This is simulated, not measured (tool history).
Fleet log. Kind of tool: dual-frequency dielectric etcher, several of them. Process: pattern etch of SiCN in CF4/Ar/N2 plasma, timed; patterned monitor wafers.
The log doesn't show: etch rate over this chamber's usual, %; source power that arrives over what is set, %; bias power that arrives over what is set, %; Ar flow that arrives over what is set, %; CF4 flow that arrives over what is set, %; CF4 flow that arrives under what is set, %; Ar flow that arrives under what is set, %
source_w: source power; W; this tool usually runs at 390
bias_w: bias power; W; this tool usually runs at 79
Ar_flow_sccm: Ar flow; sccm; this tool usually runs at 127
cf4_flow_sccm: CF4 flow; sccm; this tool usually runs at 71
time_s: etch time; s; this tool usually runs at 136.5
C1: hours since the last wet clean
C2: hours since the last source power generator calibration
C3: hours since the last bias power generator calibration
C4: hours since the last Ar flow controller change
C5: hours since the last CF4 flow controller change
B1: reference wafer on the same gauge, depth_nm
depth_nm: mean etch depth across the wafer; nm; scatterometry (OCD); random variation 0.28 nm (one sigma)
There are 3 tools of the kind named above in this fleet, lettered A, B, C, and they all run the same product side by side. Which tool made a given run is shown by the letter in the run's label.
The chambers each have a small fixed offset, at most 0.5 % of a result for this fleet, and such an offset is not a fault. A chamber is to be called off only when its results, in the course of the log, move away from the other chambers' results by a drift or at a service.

run 1C hour=7.7 | source_w=390 bias_w=79 Ar_flow_sccm=127 cf4_flow_sccm=71 time_s=136.5 | C1=460 C2=1488.2 C3=106.9 C4=2548.6 C5=187.9 | B1=85.938 | depth_nm=103.52
run 2B hour=15.8 | source_w=390 bias_w=79 Ar_flow_sccm=127 cf4_flow_sccm=71 time_s=136.5 | C1=206.4 C2=1618.4 C3=148 C4=3080 C5=2363 | B1=85.992 | depth_nm=103.8
run 3A hour=25.1 | source_w=390 bias_w=79 Ar_flow_sccm=127 cf4_flow_sccm=71 time_s=136.5 | C1=137 C2=1297 C3=959.5 C4=919 C5=2289.8 | B1=85.948 | depth_nm=103.17
run 4B hour=35.5 | source_w=390 bias_w=79 Ar_flow_sccm=127 cf4_flow_sccm=71 time_s=136.5 | C1=226.1 C2=1638.1 C3=167.7 C4=3099.7 C5=2382.7 | B1=86.021 | depth_nm=103.63
run 5A hour=42 | source_w=390 bias_w=79 Ar_flow_sccm=127 cf4_flow_sccm=71 time_s=136.5 | C1=153.9 C2=1313.9 C3=976.4 C4=935.9 C5=2306.7 | B1=85.985 | depth_nm=103.42
run 6C hour=50.4 | source_w=390 bias_w=79 Ar_flow_sccm=127 cf4_flow_sccm=71 time_s=136.5 | C1=502.7 C2=1530.9 C3=149.6 C4=2591.3 C5=230.6 | B1=85.994 | depth_nm=103.52
run 7B hour=58.1 | source_w=390 bias_w=79 Ar_flow_sccm=127 cf4_flow_sccm=71 time_s=136.5 | C1=248.7 C2=1660.7 C3=190.3 C4=3122.3 C5=2405.3 | B1=86.015 | depth_nm=103.79
run 8A hour=62.9 | source_w=390 bias_w=79 Ar_flow_sccm=127 cf4_flow_sccm=71 time_s=136.5 | C1=174.8 C2=1334.8 C3=997.3 C4=956.8 C5=2327.6 | B1=85.956 | depth_nm=103.24
run 9C hour=70.1 | source_w=390 bias_w=79 Ar_flow_sccm=127 cf4_flow_sccm=71 time_s=136.5 | C1=522.4 C2=1550.6 C3=169.3 C4=2611 C5=250.3 | B1=86.031 | depth_nm=103.41
run 10A hour=75.4 | source_w=390 bias_w=79 Ar_flow_sccm=127 cf4_flow_sccm=71 time_s=136.5 | C1=187.3 C2=1347.3 C3=1009.8 C4=969.3 C5=2340.1 | B1=85.949 | depth_nm=103.13
run 11B hour=83.7 | source_w=390 bias_w=79 Ar_flow_sccm=127 cf4_flow_sccm=71 time_s=136.5 | C1=274.3 C2=1686.3 C3=215.9 C4=3147.9 C5=2430.9 | B1=86.017 | depth_nm=103.46
-- hour=89.6 chamber C: wet clean of the chamber
run 12C hour=92.6 | source_w=310 bias_w=79 Ar_flow_sccm=127 cf4_flow_sccm=71 time_s=112.5 | C1=3 C2=1573.1 C3=191.8 C4=2633.5 C5=272.8 | B1=86.01 | depth_nm=69.734
run 13B hour=101.9 | source_w=310 bias_w=79 Ar_flow_sccm=127 cf4_flow_sccm=71 time_s=112.5 | C1=292.5 C2=1704.5 C3=234.1 C4=3166.1 C5=2449.1 | B1=86.032 | depth_nm=70.177
run 14A hour=107.9 | source_w=310 bias_w=79 Ar_flow_sccm=127 cf4_flow_sccm=71 time_s=112.5 | C1=219.8 C2=1379.8 C3=1042.3 C4=1001.8 C5=2372.6 | B1=86.041 | depth_nm=69.281
run 15C hour=116.6 | source_w=390 bias_w=79 Ar_flow_sccm=127 cf4_flow_sccm=71 time_s=136.5 | C1=27 C2=1597.1 C3=215.8 C4=2657.5 C5=296.8 | B1=85.971 | depth_nm=103.74
run 16C hour=123.3 | source_w=390 bias_w=79 Ar_flow_sccm=127 cf4_flow_sccm=71 time_s=136.5 | C1=33.7 C2=1603.8 C3=222.5 C4=2664.2 C5=303.5 | B1=85.948 | depth_nm=104
run 17B hour=127.9 | source_w=390 bias_w=79 Ar_flow_sccm=127 cf4_flow_sccm=71 time_s=136.5 | C1=318.5 C2=1730.5 C3=260.1 C4=3192.1 C5=2475.1 | B1=86.015 | depth_nm=103.14
run 18A hour=133.3 | source_w=390 bias_w=79 Ar_flow_sccm=127 cf4_flow_sccm=71 time_s=136.5 | C1=245.2 C2=1405.2 C3=1067.7 C4=1027.2 C5=2398 | B1=86.026 | depth_nm=103.23
run 19B hour=139.9 | source_w=390 bias_w=79 Ar_flow_sccm=127 cf4_flow_sccm=71 time_s=136.5 | C1=330.5 C2=1742.5 C3=272.1 C4=3204.1 C5=2487.1 | B1=85.942 | depth_nm=103.91
-- hour=144.7 chamber B: wet clean of the chamber
run 20C hour=147.8 | source_w=390 bias_w=79 Ar_flow_sccm=127 cf4_flow_sccm=71 time_s=136.5 | C1=58.2 C2=1628.3 C3=247 C4=2688.7 C5=328 | B1=85.959 | depth_nm=103.25
run 21A hour=153.3 | source_w=390 bias_w=79 Ar_flow_sccm=127 cf4_flow_sccm=71 time_s=136.5 | C1=265.2 C2=1425.2 C3=1087.7 C4=1047.2 C5=2418 | B1=86.059 | depth_nm=103.65
run 22B hour=161.1 | source_w=390 bias_w=79 Ar_flow_sccm=127 cf4_flow_sccm=71 time_s=136.5 | C1=16.5 C2=1763.7 C3=293.3 C4=3225.3 C5=2508.3 | B1=85.973 | depth_nm=103.05
run 23C hour=170.5 | source_w=390 bias_w=79 Ar_flow_sccm=127 cf4_flow_sccm=71 time_s=136.5 | C1=80.9 C2=1651 C3=269.7 C4=2711.4 C5=350.7 | B1=86.053 | depth_nm=103.8
run 24A hour=180.2 | source_w=390 bias_w=79 Ar_flow_sccm=127 cf4_flow_sccm=71 time_s=136.5 | C1=292.1 C2=1452.1 C3=1114.6 C4=1074.1 C5=2444.9 | B1=85.995 | depth_nm=103.48
run 25B hour=187.5 | source_w=390 bias_w=79 Ar_flow_sccm=127 cf4_flow_sccm=71 time_s=136.5 | C1=42.9 C2=1790.1 C3=319.7 C4=3251.7 C5=2534.7 | B1=85.989 | depth_nm=103.79
run 26C hour=193.2 | source_w=390 bias_w=79 Ar_flow_sccm=127 cf4_flow_sccm=71 time_s=136.5 | C1=103.6 C2=1673.7 C3=292.4 C4=2734.1 C5=373.4 | B1=85.947 | depth_nm=102.95
run 27A hour=203.8 | source_w=390 bias_w=79 Ar_flow_sccm=127 cf4_flow_sccm=71 time_s=136.5 | C1=315.7 C2=1475.7 C3=1138.2 C4=1097.7 C5=2468.5 | B1=85.948 | depth_nm=103.34
run 28B hour=210.6 | source_w=390 bias_w=79 Ar_flow_sccm=127 cf4_flow_sccm=71 time_s=136.5 | C1=66 C2=1813.2 C3=342.8 C4=3274.8 C5=2557.8 | B1=86.005 | depth_nm=103.34
run 29A hour=218 | source_w=390 bias_w=79 Ar_flow_sccm=127 cf4_flow_sccm=71 time_s=136.5 | C1=329.9 C2=1489.9 C3=1152.4 C4=1111.9 C5=2482.7 | B1=85.961 | depth_nm=103.85
run 30C hour=222.6 | source_w=390 bias_w=79 Ar_flow_sccm=127 cf4_flow_sccm=71 time_s=136.5 | C1=133 C2=1703.1 C3=321.8 C4=2763.5 C5=402.8 | B1=86.07 | depth_nm=103.18
run 31B hour=231.1 | source_w=390 bias_w=79 Ar_flow_sccm=127 cf4_flow_sccm=71 time_s=136.5 | C1=86.5 C2=1833.7 C3=363.3 C4=3295.3 C5=2578.3 | B1=86.006 | depth_nm=103.56
run 32A hour=238 | source_w=390 bias_w=79 Ar_flow_sccm=127 cf4_flow_sccm=71 time_s=136.5 | C1=349.9 C2=1509.9 C3=1172.4 C4=1131.9 C5=2502.7 | B1=85.989 | depth_nm=103.39
-- hour=242.4 chamber A: wet clean of the chamber
run 33C hour=243.3 | source_w=390 bias_w=79 Ar_flow_sccm=127 cf4_flow_sccm=87 time_s=136.5 | C1=153.7 C2=1723.8 C3=342.5 C4=2784.2 C5=423.5 | B1=85.954 | depth_nm=106.21
run 34C hour=247.9 | source_w=390 bias_w=79 Ar_flow_sccm=127 cf4_flow_sccm=87 time_s=136.5 | C1=158.3 C2=1728.4 C3=347.1 C4=2788.8 C5=428.1 | B1=86.011 | depth_nm=106.64
run 35B hour=257.9 | source_w=390 bias_w=79 Ar_flow_sccm=127 cf4_flow_sccm=87 time_s=136.5 | C1=113.3 C2=1860.5 C3=390.1 C4=3322.1 C5=2605.1 | B1=85.958 | depth_nm=106.98
run 36A hour=262.7 | source_w=390 bias_w=79 Ar_flow_sccm=127 cf4_flow_sccm=71 time_s=136.5 | C1=20.3 C2=1534.6 C3=1197.1 C4=1156.6 C5=2527.4 | B1=85.972 | depth_nm=103.53
run 37A hour=268.6 | source_w=390 bias_w=79 Ar_flow_sccm=127 cf4_flow_sccm=71 time_s=136.5 | C1=26.2 C2=1540.5 C3=1203 C4=1162.5 C5=2533.3 | B1=85.97 | depth_nm=103.73

Next, every chamber runs the same settings. What will each give?
run 38A hour=276.2 | source_w=390 bias_w=79 Ar_flow_sccm=127 cf4_flow_sccm=71 time_s=136.5 | depth_nm=?
run 38B hour=276.2 | source_w=390 bias_w=79 Ar_flow_sccm=127 cf4_flow_sccm=71 time_s=136.5 | depth_nm=?
run 38C hour=276.2 | source_w=390 bias_w=79 Ar_flow_sccm=127 cf4_flow_sccm=71 time_s=136.5 | depth_nm=?

run=38A depth_nm=103.43
run=38B depth_nm=103.54
run=38C depth_nm=103.1
